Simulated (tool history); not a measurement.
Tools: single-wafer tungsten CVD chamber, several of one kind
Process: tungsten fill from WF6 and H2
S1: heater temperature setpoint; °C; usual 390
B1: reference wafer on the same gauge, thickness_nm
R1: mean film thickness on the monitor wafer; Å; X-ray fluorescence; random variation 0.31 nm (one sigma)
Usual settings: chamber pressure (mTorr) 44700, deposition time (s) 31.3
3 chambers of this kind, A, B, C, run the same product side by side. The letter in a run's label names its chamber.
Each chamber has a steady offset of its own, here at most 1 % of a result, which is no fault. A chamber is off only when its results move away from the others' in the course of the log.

Run 1A, day 0.188: usual settings; B1 96.445. Result: R1 911.48 Å.
Run 2C, day 0.367: usual settings; B1 96.560. Result: R1 914.52 Å.
Run 3B, day 0.608: usual settings; B1 96.477. Result: R1 901.98 Å.
Run 4C, day 0.738: usual settings; B1 96.481. Result: R1 910.77 Å.
Run 5A, day 0.858: usual settings; B1 96.537. Result: R1 913.02 Å.
Run 6B, day 1.038: usual settings; B1 96.543. Result: R1 904.18 Å.
Run 7B, day 1.258: usual settings; B1 96.471. Result: R1 909.43 Å.
Run 8C, day 1.471: usual settings but chamber pressure (mTorr) 53000, deposition time (s) 25.5; B1 96.522. Result: R1 806.64 Å.
Run 9A, day 1.612: usual settings but chamber pressure (mTorr) 53000, deposition time (s) 25.5; B1 96.601. Result: R1 808.75 Å.
Run 10B, day 1.762: usual settings but chamber pressure (mTorr) 53000, deposition time (s) 25.5; B1 96.437. Result: R1 788.98 Å.
Run 11C, day 1.962: usual settings but deposition time (s) 27.3; B1 96.545. Result: R1 793.17 Å.
Run 12A, day 2.212: usual settings but deposition time (s) 27.3; B1 96.441. Result: R1 795.47 Å.
Run 13B, day 2.388: usual settings but deposition time (s) 27.3; B1 96.532. Result: R1 793.32 Å.
Run 14A, day 2.542: usual settings; B1 96.507. Result: R1 915.84 Å.
Run 15C, day 2.667: usual settings; B1 96.529. Result: R1 907.90 Å.
Run 16C, day 2.796: usual settings; B1 96.533. Result: R1 908.25 Å.
Run 17A, day 2.954: usual settings; B1 96.468. Result: R1 917.43 Å.
Run 18B, day 3.108: usual settings; B1 96.498. Result: R1 905.79 Å.
Run 19A, day 3.229: usual settings; B1 96.504. Result: R1 918.77 Å.
Run 20C, day 3.362: usual settings; B1 96.548. Result: R1 897.56 Å.
Run 21B, day 3.479: usual settings; B1 96.505. Result: R1 903.31 Å.
Run 22C, day 3.700: usual settings; B1 96.519. Result: R1 899.28 Å.
Run 23B, day 3.917: usual settings; B1 96.487. Result: R1 906.89 Å.
Run 24A, day 4.092: usual settings; B1 96.537. Result: R1 912.40 Å.
Run 25A, day 4.304: usual settings; B1 96.531. Result: R1 915.39 Å.
Run 26B, day 4.525: usual settings; B1 96.546. Result: R1 905.21 Å.
Run 27C, day 4.762: usual settings; B1 96.499. Result: R1 891.53 Å.
Run 28B, day 4.954: usual settings; B1 96.534. Result: R1 904.44 Å.
Run 29A, day 5.196: usual settings; B1 96.432. Result: R1 909.98 Å.
Run 30C, day 5.450: usual settings; B1 96.507. Result: R1 888.64 Å.
Run 31B, day 5.654: usual settings but S1 404 °C, deposition time (s) 28.3; B1 96.593. Result: R1 1066.60 Å.
Run 32A, day 5.829: usual settings but S1 404 °C, deposition time (s) 28.3; B1 96.447. Result: R1 1068.70 Å.
Run 33C, day 6.079: usual settings but S1 404 °C, deposition time (s) 28.3; B1 96.491. Result: R1 1042.40 Å.
Run 34C, day 6.262: usual settings; B1 96.503. Result: R1 880.72 Å.
Run 35B, day 6.429: usual settings but chamber pressure (mTorr) 48700; B1 96.467. Result: R1 936.19 Å.
Run 36A, day 6.542: usual settings but chamber pressure (mTorr) 48700; B1 96.504. Result: R1 952.90 Å.
Run 37C, day 6.754: usual settings but chamber pressure (mTorr) 48700; B1 96.501. Result: R1 907.87 Å.
Run 38A, day 6.883: usual settings; B1 96.506. Result: R1 907.51 Å.

Is one chamber off against the others, does the gauge drift, or is nothing wrong? If a chamber is off, say which, and what the likeliest cause is.

Chamber C drifts away from the others.
Cause: wafer temperature below the value expected at the setpoint (K) = 2.15.
The log may not tell that from: true pressure below the setpoint (%).

Here are 4 candidates for chamber C's next run, each the usual settings with a change, their results left as question marks. Which one brings its results back in line with what the others give on the usual settings?
In line means no further than this from the other chambers' mean on the usual settings: R1 11.00 Å
Run 39C-1, day 7.071: usual settings but S1 386 °C. Result: R1 ?.
Run 39C-2, day 7.071: usual settings but S1 388 °C. Result: R1 ?.
Run 39C-3, day 7.071: usual settings but S1 394 °C, chamber pressure (mTorr) 45700. Result: R1 ?.
Run 39C-4, day 7.071: usual settings but S1 392 °C, chamber pressure (mTorr) 45200. Result: R1 ?.

The other chambers' mean on the usual settings: R1 909.21 Å
  run      R1
39C-1  804.39
39C-2  837.47
39C-3  952.48
39C-4  911.70
39C-4 brings the chamber back in line.

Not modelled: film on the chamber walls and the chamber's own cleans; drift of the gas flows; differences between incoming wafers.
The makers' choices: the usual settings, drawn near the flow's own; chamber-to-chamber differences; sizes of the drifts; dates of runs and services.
